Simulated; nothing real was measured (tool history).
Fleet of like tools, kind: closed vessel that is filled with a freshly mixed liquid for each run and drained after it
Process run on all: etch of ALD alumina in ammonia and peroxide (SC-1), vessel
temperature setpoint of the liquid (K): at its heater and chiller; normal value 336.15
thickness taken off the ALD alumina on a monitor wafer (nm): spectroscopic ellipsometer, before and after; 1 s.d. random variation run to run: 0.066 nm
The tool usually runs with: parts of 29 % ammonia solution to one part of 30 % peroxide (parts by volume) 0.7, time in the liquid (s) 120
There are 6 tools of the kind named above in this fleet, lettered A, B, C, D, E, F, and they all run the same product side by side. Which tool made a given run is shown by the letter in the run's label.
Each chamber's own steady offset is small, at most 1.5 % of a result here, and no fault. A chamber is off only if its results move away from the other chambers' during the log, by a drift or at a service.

run   hour  temperature setpoint of the liquid (K)  parts of 29 % ammonia solution to one part of 30 % peroxide (parts by volume)  time in the liquid (s)  read-back film thickness of the ALD alumina reference wafer, read on the same gauge (nm)  thickness taken off the ALD alumina on a monitor wafer (nm)
 1A    5.2                                  336.15                                                                            0.7                     120                                                                                    69.993                                                       14.834
 2F   11.2                                  336.15                                                                            0.7                     120                                                                                    69.996                                                       14.453
 3C   14.3                                  336.15                                                                            0.7                     120                                                                                    69.999                                                       14.782
      17.1  -- chamber C: new drum of ammonia solution connected
 4D   17.4                                  336.15                                                                            0.7                     120                                                                                    69.995                                                       14.599
 5E   21.5                                  336.15                                                                            0.7                     120                                                                                    70.003                                                       14.643
 6B   27.4                                  336.15                                                                            0.7                     120                                                                                    70.023                                                       14.599
      31.3  -- chamber A: new drum of ammonia solution connected
 7F   33.2                                  336.15                                                                            0.7                     120                                                                                    70.004                                                       14.533
 8B   39.1                                  336.15                                                                            0.7                     120                                                                                    70.011                                                       14.675
 9A   42.6                                  336.15                                                                            0.7                     120                                                                                    70.008                                                       14.892
10C   45.9                                  336.15                                                                            0.7                     120                                                                                    70.003                                                       14.782
11E   48.8                                  336.15                                                                            0.7                     120                                                                                    70.006                                                       14.746
12D   52.7                                  336.15                                                                            0.7                     120                                                                                    70.007                                                       14.587
13A   57.3                                  336.15                                                                            0.7                     185                                                                                    69.985                                                       23.002
14B   61.0                                  336.15                                                                            0.7                     185                                                                                    70.023                                                       22.870
15C   65.4                                  336.15                                                                            0.7                     185                                                                                    70.008                                                       22.725
16E   69.6                                  336.15                                                                            0.7                     185                                                                                    70.022                                                       22.457
17D   72.5                                  336.15                                                                            0.7                     185                                                                                    70.015                                                       22.578
18F   78.3                                  336.15                                                                            0.7                     185                                                                                    69.991                                                       22.512
19B   81.9                                  336.15                                                                            0.7                     120                                                                                    69.985                                                       14.880
20F   85.0                                  336.15                                                                            0.7                     120                                                                                    70.000                                                       14.539
21A   89.4                                  336.15                                                                            0.7                     120                                                                                    69.997                                                       14.878
22E   92.6                                  336.15                                                                            0.7                     120                                                                                    70.004                                                       14.622
23C   97.3                                  336.15                                                                            0.7                     120                                                                                    69.987                                                       14.800
24D  100.6                                  336.15                                                                            0.7                     120                                                                                    70.002                                                       14.599
25F  104.0                                  336.15                                                                            0.7                     120                                                                                    69.999                                                       14.515
26B  110.0                                  336.15                                                                            0.7                     120                                                                                    69.990                                                       14.891
27E  114.1                                  336.15                                                                            0.7                     120                                                                                    70.035                                                       14.694
28C  119.4                                  336.15                                                                            0.7                     120                                                                                    70.018                                                       14.799
29D  122.3                                  336.15                                                                            0.7                     120                                                                                    69.996                                                       14.679
30A  126.4                                  336.15                                                                            0.7                     120                                                                                    69.988                                                       15.047
31E  131.0                                  336.15                                                                            0.7                     120                                                                                    69.996                                                       14.662
32F  136.7                                  336.15                                                                            0.7                     120                                                                                    69.962                                                       14.508
33D  139.8                                  336.15                                                                            0.7                     120                                                                                    70.007                                                       14.770
34C  143.9                                  336.15                                                                            0.7                     120                                                                                    70.031                                                       14.820
35B  147.0                                  336.15                                                                            0.7                     120                                                                                    69.998                                                       15.347
36A  152.8                                  336.15                                                                            0.7                     120                                                                                    69.994                                                       14.881

What goes on in this fleet: one chamber off, a drifting gauge, or nothing beyond the chambers' own small offsets? Name the chamber and the cause, if any.

One chamber, B, drifts off from the rest bit by bit.
Cause: liquid hotter than its thermometer reads (K) = 0.828.

Below are 4 candidate recipes for chamber B's next run, each the usual settings with a change, their results shown as question marks. Which of them brings B's results back in line with what the other chambers give on the usual settings?
In line here means within this much of the mean the other chambers give on the usual settings: thickness taken off the ALD alumina on a monitor wafer (nm) 0.230
37B-1  157.3                                  336.15                                                                            0.5                     120                                                                                                                                                      ?
37B-2  157.3                                  335.65                                                                            0.7                     115                                                                                                                                                      ?
37B-3  157.3                                  336.65                                                                            0.7                     125                                                                                                                                                      ?
37B-4  157.3                                  336.15                                                                            0.7                     125                                                                                                                                                      ?

What the other chambers average on the usual settings: thickness taken off the ALD alumina on a monitor wafer (nm) 14.688
  run  thickness taken off the ALD alumina on a monitor wafer (nm)
37B-1                                                       14.752
37B-2                                                       14.233
37B-3                                                       16.272
37B-4                                                       15.871
Change 37B-1 lands the chamber within the allowed miss of the other chambers.

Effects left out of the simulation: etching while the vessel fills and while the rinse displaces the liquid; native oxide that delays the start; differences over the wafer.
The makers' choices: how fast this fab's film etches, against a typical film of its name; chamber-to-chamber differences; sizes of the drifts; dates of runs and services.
